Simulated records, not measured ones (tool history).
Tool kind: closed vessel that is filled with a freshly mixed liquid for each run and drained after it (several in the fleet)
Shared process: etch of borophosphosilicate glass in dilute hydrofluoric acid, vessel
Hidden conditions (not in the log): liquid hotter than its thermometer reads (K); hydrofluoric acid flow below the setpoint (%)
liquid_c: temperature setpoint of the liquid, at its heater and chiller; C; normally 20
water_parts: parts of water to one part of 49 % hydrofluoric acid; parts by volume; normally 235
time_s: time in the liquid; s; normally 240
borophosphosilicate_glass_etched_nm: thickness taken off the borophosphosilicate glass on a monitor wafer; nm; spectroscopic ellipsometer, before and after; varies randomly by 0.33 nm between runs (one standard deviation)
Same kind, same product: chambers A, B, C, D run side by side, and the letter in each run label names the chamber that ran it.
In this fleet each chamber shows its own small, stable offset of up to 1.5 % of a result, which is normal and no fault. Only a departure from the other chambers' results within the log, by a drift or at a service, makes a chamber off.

run,hour,liquid_c,water_parts,time_s,hours since the thermometer was replaced,hours since the hydrofluoric acid flow meter was replaced,"read-back film thickness of the borophosphosilicate glass reference wafer, read on the same gauge (nm)",borophosphosilicate_glass_etched_nm
1A,7.7,20,235,240,429.7,238.4,69.983,35.3
2C,14.3,20,235,240,241.2,253.1,70.014,35.111
3B,20.7,20,235,240,372.2,1278.7,70.02,34.609
4D,29.2,20,235,240,347,1126.7,70.004,34.945
# hour 33.7: chamber B: hydrofluoric acid flow meter replaced
5D,37.7,20,235,240,355.5,1135.2,70.028,35.092
6B,43.8,20,235,240,395.3,10.1,69.987,35.047
7C,49.6,20,130,175,276.5,288.4,69.998,51.264
8A,59.5,20,130,175,481.5,290.2,69.999,50.883
9A,67.5,20,130,175,489.5,298.2,70.001,50.683
10B,76.9,20,130,175,428.4,43.2,69.986,51.305
11C,86.2,20,235,240,313.1,325,70.01,34.987
12D,95.8,20,235,240,413.6,1193.3,70.013,35.058
13D,106.8,20,235,240,424.6,1204.3,70.015,34.782
14A,112.3,20,235,240,534.3,343,70.022,34.855
15B,119.2,20,235,240,470.7,85.5,69.993,35.077
16C,130.8,20,235,240,357.7,369.6,69.977,35.686
17B,139.3,23.5,300,240,490.8,105.6,70.019,29.862
18A,148.1,23.5,300,240,570.1,378.8,70.018,29.364
19C,158,23.5,300,240,384.9,396.8,70.011,30.21
20D,168.1,23.5,300,240,485.9,1265.6,69.981,29.037
21A,176.3,20,235,240,598.3,407,69.995,34.844
22C,185.5,20,235,240,412.4,424.3,70.021,35.198
23D,195.6,20,235,240,513.4,1293.1,70.013,34.839
24B,204.7,20,235,240,556.2,171,70.04,36.604
25C,214,20,235,240,440.9,452.8,69.995,35.479
26A,223.8,20,235,240,645.8,454.5,70.008,35.146
27D,230.9,20,235,240,548.7,1328.4,70.007,35.114
28B,241.2,20,235,240,592.7,207.5,70.018,37.464
29D,252.5,20,195,240,570.3,1350,70.014,43.603

Which is it: a chamber that has drifted or been left off by a service, a gauge drift common to all chambers, or only each chamber's usual small offset? If a chamber is off, name it and its likeliest cause.

It is chamber B that slowly wanders off from its peers.
Cause: liquid hotter than its thermometer reads (K) = 1.91.
It could be hard to tell apart here from: hydrofluoric acid flow above the setpoint (%).

Below are 4 candidate recipes for chamber B's next run, each the usual settings with a change, their results shown as question marks. Which of them brings B's results back in line with what the other chambers give on the usual settings?
A result is in line if it is within this distance of the other chambers' mean on the usual settings: borophosphosilicate_glass_etched_nm 1.1 nm
30B-1,260.8,20,220,240,,,,?
30B-2,260.8,20,250,225,,,,?
30B-3,260.8,23.5,235,240,,,,?
30B-4,260.8,20,235,225,,,,?

On the usual settings, the other chambers give on average: borophosphosilicate_glass_etched_nm 34.991 nm
run,borophosphosilicate_glass_etched_nm
30B-1,40.662
30B-2,32.559
30B-3,42.56
30B-4,35.154
30B-4 is the one that brings the chamber's results back in line with the other chambers.
